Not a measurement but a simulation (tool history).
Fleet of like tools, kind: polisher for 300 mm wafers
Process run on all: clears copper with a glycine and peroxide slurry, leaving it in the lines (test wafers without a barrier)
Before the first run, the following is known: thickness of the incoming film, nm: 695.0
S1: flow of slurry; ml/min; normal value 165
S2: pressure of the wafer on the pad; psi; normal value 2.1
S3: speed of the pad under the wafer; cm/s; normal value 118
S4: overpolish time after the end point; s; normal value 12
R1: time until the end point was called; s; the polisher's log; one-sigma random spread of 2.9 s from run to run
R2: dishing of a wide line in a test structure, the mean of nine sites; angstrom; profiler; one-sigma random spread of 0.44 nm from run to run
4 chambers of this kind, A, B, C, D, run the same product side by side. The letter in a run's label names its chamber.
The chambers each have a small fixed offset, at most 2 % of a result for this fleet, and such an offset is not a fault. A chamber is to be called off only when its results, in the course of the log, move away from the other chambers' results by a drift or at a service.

{"hour": 1.5, "done": "chamber A: slurry nozzle cleaned"}
{"run": "1C", "hour": 7.0, "S1": 165, "S2": 2.1, "S3": 118, "S4": 12, "R1": 150.27, "R2": 173.15}
{"run": "2B", "hour": 19.0, "S1": 165, "S2": 2.1, "S3": 118, "S4": 12, "R1": 152.52, "R2": 177.91}
{"hour": 22.8, "done": "chamber B: worn pad replaced by a new one"}
{"run": "3A", "hour": 30.1, "S1": 165, "S2": 2.1, "S3": 118, "S4": 12, "R1": 150.56, "R2": 187.8}
{"hour": 35.3, "done": "chamber C: worn pad replaced by a new one"}
{"hour": 36.6, "done": "chamber C: head pressure recalibrated"}
{"run": "4D", "hour": 40.2, "S1": 165, "S2": 2.1, "S3": 118, "S4": 12, "R1": 153.39, "R2": 176.6}
{"run": "5A", "hour": 51.1, "S1": 165, "S2": 2.1, "S3": 118, "S4": 12, "R1": 155.38, "R2": 174.22}
{"hour": 53.9, "done": "chamber D: worn pad replaced by a new one"}
{"hour": 60.7, "done": "chamber B: head pressure recalibrated"}
{"hour": 61.6, "done": "chamber A: worn pad replaced by a new one"}
{"run": "6B", "hour": 62.1, "S1": 165, "S2": 2.1, "S3": 118, "S4": 12, "R1": 152.38, "R2": 175.4}
{"run": "7D", "hour": 75.1, "S1": 165, "S2": 2.1, "S3": 118, "S4": 12, "R1": 153.78, "R2": 170.07}
{"run": "8C", "hour": 84.5, "S1": 165, "S2": 2.1, "S3": 118, "S4": 12, "R1": 150.96, "R2": 178.06}
{"run": "9C", "hour": 93.6, "S1": 165, "S2": 2.1, "S3": 118, "S4": 12, "R1": 148.19, "R2": 177.18}
{"hour": 101.2, "done": "chamber B: worn pad replaced by a new one"}
{"run": "10B", "hour": 103.9, "S1": 165, "S2": 2.1, "S3": 118, "S4": 12, "R1": 150.26, "R2": 173.3}
{"run": "11A", "hour": 111.0, "S1": 165, "S2": 2.1, "S3": 118, "S4": 12, "R1": 147.41, "R2": 171.96}
{"run": "12D", "hour": 119.5, "S1": 165, "S2": 2.1, "S3": 118, "S4": 12, "R1": 151.97, "R2": 174.14}
{"hour": 124.2, "done": "chamber C: slurry nozzle cleaned"}
{"run": "13C", "hour": 131.9, "S1": 165, "S2": 2.1, "S3": 118, "S4": 12, "R1": 147.64, "R2": 173.92}
{"run": "14A", "hour": 145.1, "S1": 165, "S2": 2.1, "S3": 118, "S4": 12, "R1": 153.83, "R2": 182.11}
{"hour": 145.2, "done": "chamber C: worn pad replaced by a new one"}
{"hour": 151.6, "done": "chamber D: worn pad replaced by a new one"}
{"run": "15B", "hour": 153.8, "S1": 165, "S2": 2.1, "S3": 118, "S4": 12, "R1": 154.4, "R2": 171.19}
{"hour": 154.0, "done": "chamber A: worn pad replaced by a new one"}
{"run": "16D", "hour": 167.6, "S1": 165, "S2": 2.1, "S3": 118, "S4": 12, "R1": 150.12, "R2": 177.52}
{"run": "17B", "hour": 174.7, "S1": 165, "S2": 2.1, "S3": 118, "S4": 12, "R1": 150.5, "R2": 169.49}
{"hour": 182.5, "done": "chamber B: worn pad replaced by a new one"}
{"run": "18A", "hour": 185.3, "S1": 115, "S2": 2.4, "S3": 118, "S4": 12, "R1": 145.57, "R2": 170.23}
{"run": "19C", "hour": 193.2, "S1": 115, "S2": 2.4, "S3": 118, "S4": 12, "R1": 140.91, "R2": 179.26}
{"run": "20D", "hour": 206.4, "S1": 115, "S2": 2.4, "S3": 118, "S4": 12, "R1": 143.37, "R2": 173.31}
{"run": "21C", "hour": 213.4, "S1": 115, "S2": 2.4, "S3": 118, "S4": 12, "R1": 144.36, "R2": 179.35}
{"run": "22A", "hour": 223.4, "S1": 165, "S2": 2.1, "S3": 118, "S4": 12, "R1": 158.13, "R2": 175.95}
{"run": "23D", "hour": 231.9, "S1": 120, "S2": 1.7, "S3": 118, "S4": 12, "R1": 191.94, "R2": 162.64}
{"run": "24B", "hour": 241.6, "S1": 120, "S2": 1.7, "S3": 118, "S4": 12, "R1": 191.35, "R2": 156.6}
{"hour": 246.0, "done": "chamber A: worn pad replaced by a new one"}
{"run": "25B", "hour": 250.7, "S1": 120, "S2": 1.7, "S3": 118, "S4": 12, "R1": 187.03, "R2": 166}
{"hour": 252.2, "done": "chamber D: worn pad replaced by a new one"}
{"run": "26A", "hour": 261.9, "S1": 120, "S2": 1.7, "S3": 118, "S4": 12, "R1": 194.09, "R2": 161.98}
{"hour": 271.6, "done": "chamber B: worn pad replaced by a new one"}
{"run": "27D", "hour": 271.9, "S1": 165, "S2": 2.1, "S3": 118, "S4": 12, "R1": 150.27, "R2": 176.48}
{"hour": 276.5, "done": "chamber C: worn pad replaced by a new one"}
{"run": "28C", "hour": 279.0, "S1": 165, "S2": 2.1, "S3": 118, "S4": 12, "R1": 149.68, "R2": 172.92}
{"hour": 279.6, "done": "chamber D: slurry nozzle cleaned"}
{"run": "29D", "hour": 292.9, "S1": 165, "S2": 2.1, "S3": 118, "S4": 12, "R1": 146.9, "R2": 171.88}
{"run": "30B", "hour": 302.3, "S1": 165, "S2": 2.1, "S3": 118, "S4": 12, "R1": 147.86, "R2": 168.99}
{"run": "31A", "hour": 309.6, "S1": 165, "S2": 2.1, "S3": 118, "S4": 12, "R1": 150.08, "R2": 177.28}
{"run": "32C", "hour": 323.3, "S1": 165, "S2": 2.1, "S3": 118, "S4": 12, "R1": 147.4, "R2": 177.45}
{"hour": 325.3, "done": "chamber C: head pressure recalibrated"}
{"hour": 328.6, "done": "chamber A: worn pad replaced by a new one"}
{"hour": 328.7, "done": "chamber D: worn pad replaced by a new one"}
{"run": "33A", "hour": 330.3, "S1": 165, "S2": 1.5, "S3": 118, "S4": 12, "R1": 198.27, "R2": 163.28}
{"run": "34D", "hour": 344.3, "S1": 165, "S2": 1.5, "S3": 118, "S4": 12, "R1": 199.49, "R2": 159.25}
{"run": "35B", "hour": 357.7, "S1": 165, "S2": 1.5, "S3": 118, "S4": 12, "R1": 201.15, "R2": 158.68}
{"hour": 359.8, "done": "chamber B: worn pad replaced by a new one"}
{"run": "36C", "hour": 369.7, "S1": 165, "S2": 1.5, "S3": 118, "S4": 12, "R1": 196.28, "R2": 166.87}
{"run": "37B", "hour": 380.5, "S1": 165, "S2": 2.1, "S3": 118, "S4": 12, "R1": 151.94, "R2": 180.12}
{"run": "38D", "hour": 391.6, "S1": 165, "S2": 2.1, "S3": 118, "S4": 12, "R1": 147.65, "R2": 169.43}
{"run": "39C", "hour": 398.6, "S1": 165, "S2": 2.1, "S3": 118, "S4": 12, "R1": 148.54, "R2": 170.06}
{"run": "40A", "hour": 412.2, "S1": 165, "S2": 2.1, "S3": 118, "S4": 12, "R1": 151.25, "R2": 168.49}
{"hour": 417.2, "done": "chamber A: worn pad replaced by a new one"}
{"hour": 417.6, "done": "chamber C: worn pad replaced by a new one"}
{"run": "41B", "hour": 421.6, "S1": 165, "S2": 2.1, "S3": 118, "S4": 12, "R1": 155.52, "R2": 176.6}
{"run": "42C", "hour": 432.1, "S1": 165, "S2": 2.1, "S3": 118, "S4": 12, "R1": 152.8, "R2": 175.17}
{"run": "43A", "hour": 443.0, "S1": 165, "S2": 2.1, "S3": 138, "S4": 12, "R1": 138.22, "R2": 172.66}

One chamber off, gauge drift, or nothing amiss beyond the chambers' own small offsets? If it is a chamber, which one, and what is the likeliest cause?

No chamber is off and the gauge is stable; the differences are just each chamber's small, constant offset.
